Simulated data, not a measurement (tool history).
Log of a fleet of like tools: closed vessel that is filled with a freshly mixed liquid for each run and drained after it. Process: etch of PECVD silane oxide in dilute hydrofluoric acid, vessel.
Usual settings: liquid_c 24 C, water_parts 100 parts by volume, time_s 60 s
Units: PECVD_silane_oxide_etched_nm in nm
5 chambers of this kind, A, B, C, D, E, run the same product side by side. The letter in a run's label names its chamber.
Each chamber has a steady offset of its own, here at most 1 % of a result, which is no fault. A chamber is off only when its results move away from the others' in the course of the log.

| run | hour | liquid_c | water_parts | time_s | read-back film thickness of the PECVD silane oxide reference wafer, read on the same gauge (nm) | PECVD_silane_oxide_etched_nm |
|---|---|---|---|---|---|---|
| 1C | 9.9 | 24 | 100 | 60 | 79.980 | 29.767 |
| 2E | 21.1 | 24 | 100 | 60 | 80.032 | 29.277 |
| 3A | 31.3 | 24 | 100 | 60 | 80.002 | 29.331 |
| 4D | 45.1 | 24 | 100 | 60 | 79.989 | 29.830 |
| 5B | 51.9 | 24 | 100 | 60 | 79.994 | 29.707 |
| 6E | 61.0 | 24 | 100 | 60 | 80.014 | 30.019 |
| 7A | 74.5 | 24 | 100 | 60 | 80.033 | 29.934 |
| 8C | 80.5 | 24 | 100 | 60 | 79.991 | 29.671 |
| 9D | 91.3 | 24 | 100 | 60 | 80.007 | 29.095 |
| 10B | 100.7 | 24 | 100 | 60 | 79.986 | 29.283 |
| 11E | 114.4 | 24 | 100 | 60 | 79.999 | 29.087 |
|  | 119.0 | chamber E: hydrofluoric acid flow meter replaced |
| 12A | 122.3 | 24 | 150 | 60 | 79.995 | 18.528 |
| 13D | 131.2 | 24 | 150 | 60 | 80.007 | 18.507 |
| 14B | 138.4 | 24 | 150 | 60 | 80.005 | 18.698 |
| 15C | 145.2 | 24 | 150 | 60 | 80.005 | 18.654 |
| 16B | 158.6 | 24 | 150 | 60 | 80.017 | 18.705 |
| 17A | 171.0 | 24 | 100 | 60 | 80.001 | 29.099 |
| 18E | 177.4 | 24 | 100 | 60 | 79.996 | 29.209 |
|  | 189.7 | chamber B: thermometer replaced |
| 19C | 190.1 | 24 | 100 | 60 | 80.006 | 28.995 |
| 20D | 200.9 | 24 | 100 | 60 | 79.994 | 29.340 |
| 21D | 208.2 | 24 | 100 | 60 | 80.007 | 29.490 |
| 22E | 215.8 | 24 | 100 | 60 | 79.974 | 29.275 |
| 23A | 223.5 | 24 | 100 | 60 | 80.011 | 29.274 |
| 24B | 229.6 | 24 | 100 | 60 | 79.997 | 29.399 |
|  | 234.6 | chamber E: thermometer replaced |
| 25C | 242.6 | 24 | 100 | 60 | 79.978 | 28.919 |
| 26B | 253.7 | 24 | 100 | 60 | 80.010 | 29.384 |
| 27E | 261.1 | 24 | 100 | 60 | 79.991 | 29.374 |
| 28C | 269.2 | 24 | 100 | 60 | 80.019 | 28.348 |
| 29A | 275.5 | 24 | 100 | 60 | 79.994 | 29.523 |
| 30D | 284.4 | 24 | 100 | 60 | 80.003 | 29.617 |
| 31C | 293.8 | 24 | 100 | 60 | 80.004 | 27.508 |
| 32D | 300.8 | 24 | 100 | 90 | 80.004 | 43.726 |
|  | 303.8 | chamber D: hydrofluoric acid flow meter replaced |
| 33A | 307.2 | 24 | 100 | 90 | 80.004 | 44.230 |
| 34B | 316.8 | 24 | 100 | 90 | 80.038 | 44.283 |
| 35E | 323.8 | 24 | 100 | 90 | 79.989 | 44.111 |
| 36E | 331.6 | 24 | 100 | 90 | 80.011 | 44.849 |
| 37D | 339.0 | 24 | 100 | 60 | 80.010 | 29.229 |

All 5 chambers run these settings next. Forecast each chamber's results:
| 38A | 349.0 | 24 | 100 | 60 |  | ? |
| 38B | 349.0 | 24 | 100 | 60 |  | ? |
| 38C | 349.0 | 24 | 100 | 60 |  | ? |
| 38D | 349.0 | 24 | 100 | 60 |  | ? |
| 38E | 349.0 | 24 | 100 | 60 |  | ? |

| run | PECVD_silane_oxide_etched_nm |
|---|---|
| 38A | 29.182 |
| 38B | 29.414 |
| 38C | 27.296 |
| 38D | 29.668 |
| 38E | 29.264 |
